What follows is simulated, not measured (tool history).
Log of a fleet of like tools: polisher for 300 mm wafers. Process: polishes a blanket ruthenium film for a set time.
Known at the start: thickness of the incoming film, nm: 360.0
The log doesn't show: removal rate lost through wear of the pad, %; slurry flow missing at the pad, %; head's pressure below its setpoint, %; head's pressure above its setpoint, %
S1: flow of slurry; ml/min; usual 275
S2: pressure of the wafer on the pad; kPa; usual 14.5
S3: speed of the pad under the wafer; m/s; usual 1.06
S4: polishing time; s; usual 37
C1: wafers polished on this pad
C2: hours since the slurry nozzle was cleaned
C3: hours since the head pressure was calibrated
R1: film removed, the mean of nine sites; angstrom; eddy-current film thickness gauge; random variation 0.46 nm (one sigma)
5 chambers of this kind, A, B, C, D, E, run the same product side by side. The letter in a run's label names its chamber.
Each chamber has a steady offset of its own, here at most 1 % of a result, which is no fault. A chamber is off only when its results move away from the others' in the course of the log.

run	hour	S1	S2	S3	S4	C1	C2	C3	R1
1A	5.6	275	14.5	1.06	37	203	715.9	420.5	401.59
2D	10.8	275	14.5	1.06	37	693	211.2	667.9	400.83
3E	14.8	275	14.5	1.06	37	561	447.6	291.6	397.39
4B	20.4	275	14.5	1.06	37	1029	218.6	289.7	398.15
# hour 21.0: chamber B: worn pad replaced by a new one
# hour 25.7: chamber D: worn pad replaced by a new one
5C	26.3	275	14.5	1.06	37	528	50.4	601.2	383.47
6C	29.0	275	14.5	1.06	37	556	53.1	603.9	393.15
7E	34.1	275	14.5	1.06	37	762	466.9	310.9	397.49
8A	38.2	275	14.5	1.06	37	543	748.5	453.1	392.76
9B	43.5	275	14.5	1.06	37	235	241.7	312.8	393.59
10D	46.8	275	14.5	1.06	37	220	247.2	703.9	390.09
11E	49.5	195	14.5	1.06	37	923	482.3	326.3	386.98
# hour 49.8: chamber B: slurry nozzle cleaned
12D	52.2	195	14.5	1.06	37	277	252.6	709.3	377.82
13A	56.8	195	14.5	1.06	37	737	767.1	471.7	380.78
# hour 59.5: chamber A: slurry nozzle cleaned
# hour 60.7: chamber A: worn pad replaced by a new one
14B	61.3	195	14.5	1.06	37	420	11.5	330.6	386.88
15C	65.7	195	14.5	1.06	37	939	89.8	640.6	380.61
16B	69.6	275	14.5	1.06	37	507	19.8	338.9	390.13
17D	73.3	275	14.5	1.06	37	497	273.7	730.4	400.53
18E	78.6	275	14.5	1.06	37	1226	511.4	355.4	413.21
# hour 81.5: chamber E: worn pad replaced by a new one
19C	83.7	275	14.5	0.84	37	1127	107.8	658.6	312.14
20A	87.9	275	14.5	0.84	37	284	28.5	502.8	316.40
21C	90.7	275	14.5	0.84	37	1200	114.8	665.6	305.92
22A	96.5	275	14.5	0.84	37	373	37.1	511.4	309.74
23B	100.3	275	14.5	0.84	37	827	50.5	369.6	323.81
24D	103.1	275	14.5	1.06	37	807	303.5	760.2	396.56
25E	109.0	275	14.5	1.06	29	287	541.8	385.8	328.39
26C	114.4	275	14.5	1.06	29	1447	138.5	689.3	308.65
# hour 117.1: chamber B: worn pad replaced by a new one
27A	117.8	275	14.5	1.06	29	595	58.4	532.7	311.68
# hour 120.4: chamber D: worn pad replaced by a new one
# hour 121.8: chamber C: worn pad replaced by a new one
28D	123.5	275	14.5	1.06	29	33	323.9	780.6	314.52
29B	128.5	275	14.5	1.06	29	119	78.7	397.8	306.87
30E	132.9	275	14.5	1.06	37	536	565.7	409.7	420.39
31E	138.4	275	14.5	1.06	37	594	571.2	415.2	427.65
32C	143.4	275	14.5	1.06	37	225	167.5	718.3	396.51
33D	148.2	275	14.5	1.06	37	290	348.6	805.3	398.74

What goes on in this fleet: one chamber off, a drifting gauge, or nothing beyond the chambers' own small offsets? Name the chamber and the cause, if any.

Chamber E drifts away from the others.
Cause: head's pressure above its setpoint, % = 7.96.

Here are 4 candidates for chamber E's next run, each the usual settings with a change, their results left as question marks. Which one brings its results back in line with what the others give on the usual settings?
In line means no further than this from the other chambers' mean on the usual settings: R1 16.00 angstrom
34E-1	152.6	275	14.5	1.24	37				?
34E-2	152.6	275	15.9	1.06	37				?
34E-3	152.6	275	14.5	1.06	34				?
34E-4	152.6	275	14.5	1.06	31				?

The other chambers' mean on the usual settings: R1 397.02 angstrom
run	R1
34E-1	502.79
34E-2	470.94
34E-3	394.69
34E-4	359.87
34E-3 brings the chamber back in line.

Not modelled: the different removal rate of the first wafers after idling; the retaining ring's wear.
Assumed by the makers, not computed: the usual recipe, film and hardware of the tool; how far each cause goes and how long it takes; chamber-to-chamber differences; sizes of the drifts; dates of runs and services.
